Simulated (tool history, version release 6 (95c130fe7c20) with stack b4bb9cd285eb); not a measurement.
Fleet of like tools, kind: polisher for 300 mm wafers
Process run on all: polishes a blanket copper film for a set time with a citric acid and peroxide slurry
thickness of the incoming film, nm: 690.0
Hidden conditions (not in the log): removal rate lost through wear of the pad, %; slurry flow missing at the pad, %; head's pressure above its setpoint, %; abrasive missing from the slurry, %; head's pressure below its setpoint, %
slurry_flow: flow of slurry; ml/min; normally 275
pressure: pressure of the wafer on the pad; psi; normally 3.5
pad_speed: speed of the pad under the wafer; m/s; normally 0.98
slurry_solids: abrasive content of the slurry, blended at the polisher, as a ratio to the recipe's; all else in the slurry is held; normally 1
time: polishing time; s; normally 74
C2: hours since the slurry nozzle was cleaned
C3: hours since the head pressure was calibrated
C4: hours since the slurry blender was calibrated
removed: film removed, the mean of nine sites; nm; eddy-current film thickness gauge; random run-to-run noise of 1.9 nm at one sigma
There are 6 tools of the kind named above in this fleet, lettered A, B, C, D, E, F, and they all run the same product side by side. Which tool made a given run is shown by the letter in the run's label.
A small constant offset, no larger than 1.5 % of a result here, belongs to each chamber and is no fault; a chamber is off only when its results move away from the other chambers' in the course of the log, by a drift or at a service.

-- hour=3.4 chamber F: head pressure recalibrated
-- hour=4.6 chamber F: slurry nozzle cleaned
-- hour=5.3 chamber A: head pressure recalibrated
run 1F hour=6.0 | slurry_flow=275 pressure=3.5 pad_speed=0.98 slurry_solids=1 time=74 | wafers_polished_on_this_pad=399 C2=1.5 C3=2.6 C4=56.2 | removed=212.71
run 2D hour=10.1 | slurry_flow=275 pressure=3.5 pad_speed=0.98 slurry_solids=1 time=74 | wafers_polished_on_this_pad=433 C2=533.9 C3=528.1 C4=70.1 | removed=209.17
run 3B hour=15.7 | slurry_flow=275 pressure=3.5 pad_speed=0.98 slurry_solids=1 time=74 | wafers_polished_on_this_pad=544 C2=146.4 C3=691.4 C4=172.0 | removed=213.35
run 4E hour=20.9 | slurry_flow=275 pressure=3.5 pad_speed=0.98 slurry_solids=1 time=74 | wafers_polished_on_this_pad=951 C2=117.8 C3=459.6 C4=30.0 | removed=216.78
-- hour=23.6 chamber B: worn pad replaced by a new one
run 5A hour=26.1 | slurry_flow=275 pressure=3.5 pad_speed=0.98 slurry_solids=1 time=74 | wafers_polished_on_this_pad=566 C2=219.9 C3=20.9 C4=336.8 | removed=208.06
run 6C hour=29.9 | slurry_flow=275 pressure=3.5 pad_speed=0.98 slurry_solids=1 time=74 | wafers_polished_on_this_pad=942 C2=91.7 C3=366.3 C4=228.2 | removed=213.10
run 7A hour=34.8 | slurry_flow=275 pressure=3.5 pad_speed=0.98 slurry_solids=1 time=74 | wafers_polished_on_this_pad=644 C2=228.6 C3=29.6 C4=345.5 | removed=210.65
run 8C hour=42.2 | slurry_flow=275 pressure=3.5 pad_speed=0.98 slurry_solids=1 time=74 | wafers_polished_on_this_pad=1052 C2=104.0 C3=378.6 C4=240.5 | removed=214.97
-- hour=44.2 chamber A: worn pad replaced by a new one
run 9F hour=46.8 | slurry_flow=275 pressure=3.5 pad_speed=0.98 slurry_solids=1 time=74 | wafers_polished_on_this_pad=763 C2=42.3 C3=43.4 C4=97.0 | removed=207.89
run 10E hour=53.0 | slurry_flow=275 pressure=3.5 pad_speed=0.98 slurry_solids=1 time=74 | wafers_polished_on_this_pad=1238 C2=149.9 C3=491.7 C4=62.1 | removed=215.39
run 11D hour=57.1 | slurry_flow=275 pressure=3.5 pad_speed=0.98 slurry_solids=1 time=74 | wafers_polished_on_this_pad=853 C2=580.9 C3=575.1 C4=117.1 | removed=211.69
run 12B hour=63.2 | slurry_flow=275 pressure=3.5 pad_speed=0.98 slurry_solids=1 time=74 | wafers_polished_on_this_pad=353 C2=193.9 C3=738.9 C4=219.5 | removed=215.11
-- hour=64.5 chamber F: worn pad replaced by a new one
run 13B hour=67.9 | slurry_flow=275 pressure=3.5 pad_speed=0.98 slurry_solids=1 time=74 | wafers_polished_on_this_pad=395 C2=198.6 C3=743.6 C4=224.2 | removed=215.92
-- hour=70.3 chamber C: slurry blender recalibrated
run 14D hour=74.2 | slurry_flow=275 pressure=3.5 pad_speed=0.98 slurry_solids=1 time=54 | wafers_polished_on_this_pad=1005 C2=598.0 C3=592.2 C4=134.2 | removed=152.47
run 15F hour=79.1 | slurry_flow=275 pressure=3.5 pad_speed=0.98 slurry_solids=1 time=54 | wafers_polished_on_this_pad=130 C2=74.6 C3=75.7 C4=129.3 | removed=152.65
-- hour=80.4 chamber F: slurry blender recalibrated
run 16C hour=84.2 | slurry_flow=275 pressure=3.5 pad_speed=0.98 slurry_solids=1 time=54 | wafers_polished_on_this_pad=1427 C2=146.0 C3=420.6 C4=14.0 | removed=154.95
-- hour=86.2 chamber C: worn pad replaced by a new one
run 17A hour=89.7 | slurry_flow=275 pressure=3.5 pad_speed=0.98 slurry_solids=1 time=54 | wafers_polished_on_this_pad=406 C2=283.5 C3=84.5 C4=400.4 | removed=156.03
-- hour=90.4 chamber A: slurry blender recalibrated
run 18E hour=93.6 | slurry_flow=275 pressure=3.5 pad_speed=0.98 slurry_solids=1 time=54 | wafers_polished_on_this_pad=1600 C2=190.5 C3=532.3 C4=102.7 | removed=155.71
run 19E hour=98.0 | slurry_flow=275 pressure=3.5 pad_speed=0.98 slurry_solids=1 time=54 | wafers_polished_on_this_pad=1639 C2=194.9 C3=536.7 C4=107.1 | removed=155.43
-- hour=99.6 chamber B: worn pad replaced by a new one
-- hour=103.6 chamber D: worn pad replaced by a new one
run 20B hour=104.2 | slurry_flow=275 pressure=3.5 pad_speed=0.98 slurry_solids=1 time=92 | wafers_polished_on_this_pad=41 C2=234.9 C3=779.9 C4=260.5 | removed=263.36
run 21C hour=111.0 | slurry_flow=275 pressure=3.5 pad_speed=0.98 slurry_solids=1 time=92 | wafers_polished_on_this_pad=221 C2=172.8 C3=447.4 C4=40.8 | removed=265.94
-- hour=115.9 chamber D: slurry blender recalibrated
-- hour=116.3 chamber A: worn pad replaced by a new one
run 22D hour=116.5 | slurry_flow=275 pressure=3.5 pad_speed=0.98 slurry_solids=1 time=92 | wafers_polished_on_this_pad=115 C2=640.3 C3=634.5 C4=0.6 | removed=267.43
run 23F hour=120.9 | slurry_flow=275 pressure=3.5 pad_speed=0.98 slurry_solids=1 time=92 | wafers_polished_on_this_pad=503 C2=116.4 C3=117.5 C4=40.5 | removed=263.98
-- hour=127.2 chamber E: head pressure recalibrated
run 24A hour=128.2 | slurry_flow=275 pressure=3.5 pad_speed=0.98 slurry_solids=1 time=92 | wafers_polished_on_this_pad=106 C2=322.0 C3=123.0 C4=37.8 | removed=263.11
run 25F hour=134.2 | slurry_flow=275 pressure=3.5 pad_speed=0.98 slurry_solids=1 time=92 | wafers_polished_on_this_pad=622 C2=129.7 C3=130.8 C4=53.8 | removed=258.91
run 26B hour=138.2 | slurry_flow=275 pressure=3.5 pad_speed=0.98 slurry_solids=1 time=74 | wafers_polished_on_this_pad=344 C2=268.9 C3=813.9 C4=294.5 | removed=211.30
run 27A hour=143.2 | slurry_flow=275 pressure=3.5 pad_speed=0.98 slurry_solids=1 time=74 | wafers_polished_on_this_pad=239 C2=337.0 C3=138.0 C4=52.8 | removed=211.48
run 28E hour=148.1 | slurry_flow=275 pressure=3.5 pad_speed=0.98 slurry_solids=1 time=74 | wafers_polished_on_this_pad=2086 C2=245.0 C3=21.0 C4=157.2 | removed=201.94
-- hour=149.9 chamber E: slurry blender recalibrated
run 29D hour=154.4 | slurry_flow=275 pressure=3.5 pad_speed=0.98 slurry_solids=1 time=74 | wafers_polished_on_this_pad=453 C2=678.2 C3=672.4 C4=38.5 | removed=209.18
run 30C hour=161.5 | slurry_flow=275 pressure=3.1 pad_speed=0.98 slurry_solids=1 time=74 | wafers_polished_on_this_pad=672 C2=223.3 C3=497.9 C4=91.3 | removed=190.63
run 31E hour=169.1 | slurry_flow=275 pressure=3.1 pad_speed=0.98 slurry_solids=1 time=74 | wafers_polished_on_this_pad=2273 C2=266.0 C3=42.0 C4=19.2 | removed=174.82
run 32F hour=174.3 | slurry_flow=275 pressure=3.1 pad_speed=0.98 slurry_solids=1 time=74 | wafers_polished_on_this_pad=979 C2=169.8 C3=170.9 C4=93.9 | removed=185.04
run 33D hour=178.6 | slurry_flow=275 pressure=3.1 pad_speed=0.98 slurry_solids=1 time=74 | wafers_polished_on_this_pad=669 C2=702.4 C3=696.6 C4=62.7 | removed=186.04
-- hour=178.8 chamber B: worn pad replaced by a new one
run 34B hour=185.3 | slurry_flow=275 pressure=3.1 pad_speed=0.98 slurry_solids=1 time=74 | wafers_polished_on_this_pad=58 C2=316.0 C3=861.0 C4=341.6 | removed=189.99
run 35C hour=190.0 | slurry_flow=275 pressure=3.1 pad_speed=0.98 slurry_solids=1 time=74 | wafers_polished_on_this_pad=926 C2=251.8 C3=526.4 C4=119.8 | removed=187.79
-- hour=194.3 chamber A: worn pad replaced by a new one
run 36A hour=197.0 | slurry_flow=235 pressure=3.5 pad_speed=0.98 slurry_solids=1 time=52 | wafers_polished_on_this_pad=24 C2=390.8 C3=191.8 C4=106.6 | removed=149.60
run 37B hour=202.4 | slurry_flow=235 pressure=3.5 pad_speed=0.98 slurry_solids=1 time=52 | wafers_polished_on_this_pad=210 C2=333.1 C3=878.1 C4=358.7 | removed=147.74

Which is it: a chamber that has drifted or been left off by a service, a gauge drift common to all chambers, or only each chamber's usual small offset? If a chamber is off, name it and its likeliest cause.

Chamber E drifts away from the others.
Likeliest cause: removal rate lost through wear of the pad, % = 10.3.

Chamber E could run next with any of the 4 candidate recipes listed below; each alters the usual settings, and their results appear as question marks. Which one brings its results back in line with what the other chambers deliver on the usual settings?
Allowed miss from the other chambers' usual-settings mean, per result, to count as in line: removed 6.80 nm
run 38E-1 hour=208.2 | slurry_flow=275 pressure=3.5 pad_speed=1.00 slurry_solids=1 time=75 | removed=?
run 38E-2 hour=208.2 | slurry_flow=275 pressure=3.5 pad_speed=1.08 slurry_solids=1 time=74 | removed=?
run 38E-3 hour=208.2 | slurry_flow=275 pressure=3.5 pad_speed=0.88 slurry_solids=1 time=74 | removed=?
run 38E-4 hour=208.2 | slurry_flow=275 pressure=3.4 pad_speed=0.98 slurry_solids=1 time=74 | removed=?

Mean of the other chambers on the usual settings: removed 211.68 nm
run=38E-1 removed=198.61
run=38E-2 removed=211.53
run=38E-3 removed=172.62
run=38E-4 removed=186.63
38E-2 puts the chamber back in line with the other chambers.
